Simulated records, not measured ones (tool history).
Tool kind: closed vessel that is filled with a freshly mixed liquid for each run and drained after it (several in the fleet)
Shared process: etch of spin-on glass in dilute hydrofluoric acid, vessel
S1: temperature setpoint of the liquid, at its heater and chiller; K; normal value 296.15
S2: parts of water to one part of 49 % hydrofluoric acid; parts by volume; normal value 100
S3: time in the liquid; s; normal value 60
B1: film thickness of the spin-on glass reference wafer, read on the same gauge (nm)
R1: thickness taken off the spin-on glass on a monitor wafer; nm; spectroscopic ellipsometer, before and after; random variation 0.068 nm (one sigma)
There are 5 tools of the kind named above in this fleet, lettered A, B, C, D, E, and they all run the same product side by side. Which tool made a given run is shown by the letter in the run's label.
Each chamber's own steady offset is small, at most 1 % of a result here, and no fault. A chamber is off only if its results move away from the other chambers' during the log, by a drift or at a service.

run 1D hour=13.3 | S1=296.15 S2=100 S3=60 | B1=60.005 | R1=14.298
run 2A hour=25.6 | S1=296.15 S2=100 S3=60 | B1=59.990 | R1=14.083
run 3B hour=32.0 | S1=296.15 S2=100 S3=60 | B1=60.011 | R1=14.293
run 4C hour=38.0 | S1=296.15 S2=100 S3=60 | B1=60.002 | R1=14.029
run 5E hour=47.5 | S1=296.15 S2=100 S3=60 | B1=59.991 | R1=14.300
run 6E hour=53.4 | S1=296.15 S2=100 S3=60 | B1=59.995 | R1=14.183
run 7D hour=65.4 | S1=296.15 S2=100 S3=60 | B1=59.996 | R1=14.231
run 8A hour=78.2 | S1=296.15 S2=100 S3=60 | B1=60.028 | R1=14.221
run 9C hour=84.1 | S1=296.15 S2=100 S3=60 | B1=59.972 | R1=13.896
-- hour=88.8 chamber C: hydrofluoric acid flow meter replaced
run 10B hour=94.7 | S1=296.15 S2=100 S3=60 | B1=60.013 | R1=14.075
run 11B hour=105.9 | S1=296.15 S2=100 S3=60 | B1=59.987 | R1=14.099
run 12A hour=116.6 | S1=296.15 S2=100 S3=60 | B1=60.004 | R1=14.325
run 13E hour=124.7 | S1=296.15 S2=100 S3=60 | B1=59.995 | R1=14.151
run 14D hour=135.4 | S1=296.15 S2=100 S3=60 | B1=59.997 | R1=14.179
run 15C hour=147.6 | S1=296.15 S2=100 S3=60 | B1=59.996 | R1=14.119
run 16B hour=160.9 | S1=296.15 S2=100 S3=60 | B1=59.998 | R1=13.941
run 17E hour=166.9 | S1=296.15 S2=100 S3=60 | B1=60.004 | R1=14.162
run 18C hour=174.9 | S1=296.15 S2=100 S3=60 | B1=60.012 | R1=13.941
run 19A hour=186.9 | S1=296.15 S2=100 S3=60 | B1=59.991 | R1=14.136
run 20D hour=195.9 | S1=296.15 S2=100 S3=60 | B1=59.981 | R1=14.296
run 21E hour=206.9 | S1=296.15 S2=100 S3=60 | B1=60.017 | R1=14.241
run 22B hour=213.5 | S1=296.15 S2=100 S3=60 | B1=59.990 | R1=13.625
run 23C hour=223.6 | S1=296.15 S2=100 S3=60 | B1=60.003 | R1=14.023
run 24A hour=230.3 | S1=296.15 S2=100 S3=60 | B1=59.998 | R1=14.182
run 25D hour=238.2 | S1=296.15 S2=60 S3=85 | B1=60.019 | R1=35.316
run 26B hour=244.6 | S1=296.15 S2=60 S3=85 | B1=60.007 | R1=33.088
run 27E hour=257.9 | S1=296.15 S2=60 S3=85 | B1=59.995 | R1=35.141
run 28C hour=263.9 | S1=296.15 S2=60 S3=85 | B1=60.028 | R1=34.450
run 29A hour=270.6 | S1=296.15 S2=60 S3=85 | B1=60.011 | R1=34.832
run 30D hour=277.1 | S1=296.15 S2=100 S3=60 | B1=60.006 | R1=14.348
run 31A hour=284.8 | S1=296.15 S2=120 S3=75 | B1=60.010 | R1=14.474
run 32B hour=297.0 | S1=296.15 S2=120 S3=75 | B1=59.994 | R1=13.660
run 33E hour=303.4 | S1=296.15 S2=120 S3=75 | B1=59.981 | R1=14.505

Is one chamber out of step, is the gauge drifting, or do the chambers differ by no more than their own small offsets? For an off chamber, give its letter and the likeliest cause.

Little by little, chamber B moves away from the other chambers.
Most likely cause: liquid colder than its thermometer reads (K) = 1.58.
Not necessarily distinguishable in this log from: hydrofluoric acid flow below the setpoint (%).

Here are 4 candidates for chamber B's next run, each the usual settings with a change, their results left as question marks. Which one brings its results back in line with what the others give on the usual settings?
A result is in line if it is within this distance of the other chambers' mean on the usual settings: R1 0.240 nm
run 34B-1 hour=313.2 | S1=296.15 S2=95 S3=60 | R1=?
run 34B-2 hour=313.2 | S1=294.65 S2=100 S3=60 | R1=?
run 34B-3 hour=313.2 | S1=296.65 S2=100 S3=65 | R1=?
run 34B-4 hour=313.2 | S1=293.65 S2=100 S3=60 | R1=?

Mean of the other chambers on the usual settings: R1 14.168 nm
run=34B-1 R1=14.092
run=34B-2 R1=12.536
run=34B-3 R1=14.721
run=34B-4 R1=12.039
The answer is 34B-1, which returns the chamber to within the allowed miss of the others.

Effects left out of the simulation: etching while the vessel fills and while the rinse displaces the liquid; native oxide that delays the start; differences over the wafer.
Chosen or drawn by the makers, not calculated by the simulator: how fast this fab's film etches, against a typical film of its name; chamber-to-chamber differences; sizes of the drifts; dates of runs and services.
